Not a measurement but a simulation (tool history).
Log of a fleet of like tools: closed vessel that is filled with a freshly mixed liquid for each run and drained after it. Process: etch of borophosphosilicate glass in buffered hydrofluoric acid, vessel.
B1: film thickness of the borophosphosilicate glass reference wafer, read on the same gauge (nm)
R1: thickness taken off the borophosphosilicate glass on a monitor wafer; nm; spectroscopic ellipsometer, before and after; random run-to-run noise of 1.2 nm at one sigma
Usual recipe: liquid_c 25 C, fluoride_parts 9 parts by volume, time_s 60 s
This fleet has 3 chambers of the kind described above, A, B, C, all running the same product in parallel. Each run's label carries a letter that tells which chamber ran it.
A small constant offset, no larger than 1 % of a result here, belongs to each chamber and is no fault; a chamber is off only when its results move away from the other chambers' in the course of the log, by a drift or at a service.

run 1A day=0.208 | liquid_c=25 fluoride_parts=9 time_s=60 | B1=49.99 | R1=237.22
run 2C day=0.621 | liquid_c=25 fluoride_parts=9 time_s=60 | B1=49.985 | R1=238.2
run 3B day=0.85 | liquid_c=25 fluoride_parts=9 time_s=60 | B1=49.97 | R1=239.4
run 4C day=1.125 | liquid_c=25 fluoride_parts=9 time_s=60 | B1=49.999 | R1=236.69
run 5B day=1.333 | liquid_c=25 fluoride_parts=9 time_s=60 | B1=50.001 | R1=236.95
run 6A day=1.621 | liquid_c=25 fluoride_parts=9 time_s=60 | B1=50.01 | R1=237.82
run 7C day=2.033 | liquid_c=25 fluoride_parts=9 time_s=60 | B1=49.984 | R1=237.85
run 8B day=2.412 | liquid_c=25 fluoride_parts=9 time_s=60 | B1=49.983 | R1=237.76
run 9A day=2.858 | liquid_c=25 fluoride_parts=9 time_s=60 | B1=49.994 | R1=237.97
run 10A day=3.138 | liquid_c=25 fluoride_parts=9 time_s=60 | B1=49.976 | R1=239.4
run 11B day=3.612 | liquid_c=25 fluoride_parts=9 time_s=60 | B1=50.024 | R1=239.36
run 12C day=3.988 | liquid_c=25 fluoride_parts=9 time_s=60 | B1=50.007 | R1=236.08
run 13B day=4.433 | liquid_c=25 fluoride_parts=9 time_s=60 | B1=49.996 | R1=235.58
run 14A day=4.85 | liquid_c=25 fluoride_parts=9 time_s=60 | B1=49.986 | R1=237.69
run 15C day=5.062 | liquid_c=25 fluoride_parts=9 time_s=60 | B1=49.987 | R1=239.18
run 16B day=5.504 | liquid_c=25 fluoride_parts=9 time_s=60 | B1=50.006 | R1=237.54
run 17C day=5.804 | liquid_c=25 fluoride_parts=9 time_s=60 | B1=50.004 | R1=235.3
run 18A day=6.175 | liquid_c=25 fluoride_parts=9 time_s=60 | B1=50.013 | R1=237.63
run 19C day=6.517 | liquid_c=25 fluoride_parts=6 time_s=95 | B1=49.985 | R1=556.71
run 20B day=6.871 | liquid_c=25 fluoride_parts=6 time_s=95 | B1=49.993 | R1=565.16
run 21A day=7.146 | liquid_c=25 fluoride_parts=6 time_s=95 | B1=50.015 | R1=564.58
run 22B day=7.375 | liquid_c=25 fluoride_parts=9 time_s=60 | B1=50.013 | R1=238.64
run 23A day=7.729 | liquid_c=25 fluoride_parts=9 time_s=60 | B1=49.952 | R1=237.3
run 24C day=8.175 | liquid_c=25 fluoride_parts=9 time_s=60 | B1=50.001 | R1=234.8
run 25B day=8.462 | liquid_c=25 fluoride_parts=9 time_s=60 | B1=49.992 | R1=237.6
run 26A day=8.742 | liquid_c=25 fluoride_parts=9 time_s=60 | B1=49.989 | R1=237.26
run 27C day=9.075 | liquid_c=25 fluoride_parts=9 time_s=60 | B1=50.016 | R1=237.66
run 28C day=9.512 | liquid_c=25 fluoride_parts=9 time_s=60 | B1=50.015 | R1=234.96
run 29A day=9.921 | liquid_c=25 fluoride_parts=9 time_s=60 | B1=50.011 | R1=239.64
run 30B day=10.2 | liquid_c=25 fluoride_parts=9 time_s=60 | B1=49.999 | R1=237.66
run 31B day=10.442 | liquid_c=25 fluoride_parts=9 time_s=60 | B1=50.004 | R1=239.83
run 32A day=10.821 | liquid_c=25 fluoride_parts=9 time_s=60 | B1=49.966 | R1=239.57
run 33C day=11.138 | liquid_c=29 fluoride_parts=9 time_s=60 | B1=49.964 | R1=293.08
run 34A day=11.558 | liquid_c=29 fluoride_parts=9 time_s=60 | B1=50.025 | R1=294.18
-- day=11.638 chamber A: thermometer replaced
run 35B day=12 | liquid_c=29 fluoride_parts=9 time_s=60 | B1=49.975 | R1=292.08
run 36C day=12.317 | liquid_c=25 fluoride_parts=9 time_s=60 | B1=50.01 | R1=235.73
run 37A day=12.554 | liquid_c=25 fluoride_parts=9 time_s=75 | B1=49.987 | R1=298.69
run 38B day=12.762 | liquid_c=25 fluoride_parts=9 time_s=75 | B1=50 | R1=296.13
run 39C day=13.046 | liquid_c=25 fluoride_parts=9 time_s=75 | B1=50.013 | R1=295.82
run 40A day=13.462 | liquid_c=25 fluoride_parts=9 time_s=45 | B1=49.986 | R1=178.79

Which is it: a chamber that has drifted or been left off by a service, a gauge drift common to all chambers, or only each chamber's usual small offset? If a chamber is off, name it and its likeliest cause.

No chamber stands off beyond its own small offset, and the gauge holds steady.

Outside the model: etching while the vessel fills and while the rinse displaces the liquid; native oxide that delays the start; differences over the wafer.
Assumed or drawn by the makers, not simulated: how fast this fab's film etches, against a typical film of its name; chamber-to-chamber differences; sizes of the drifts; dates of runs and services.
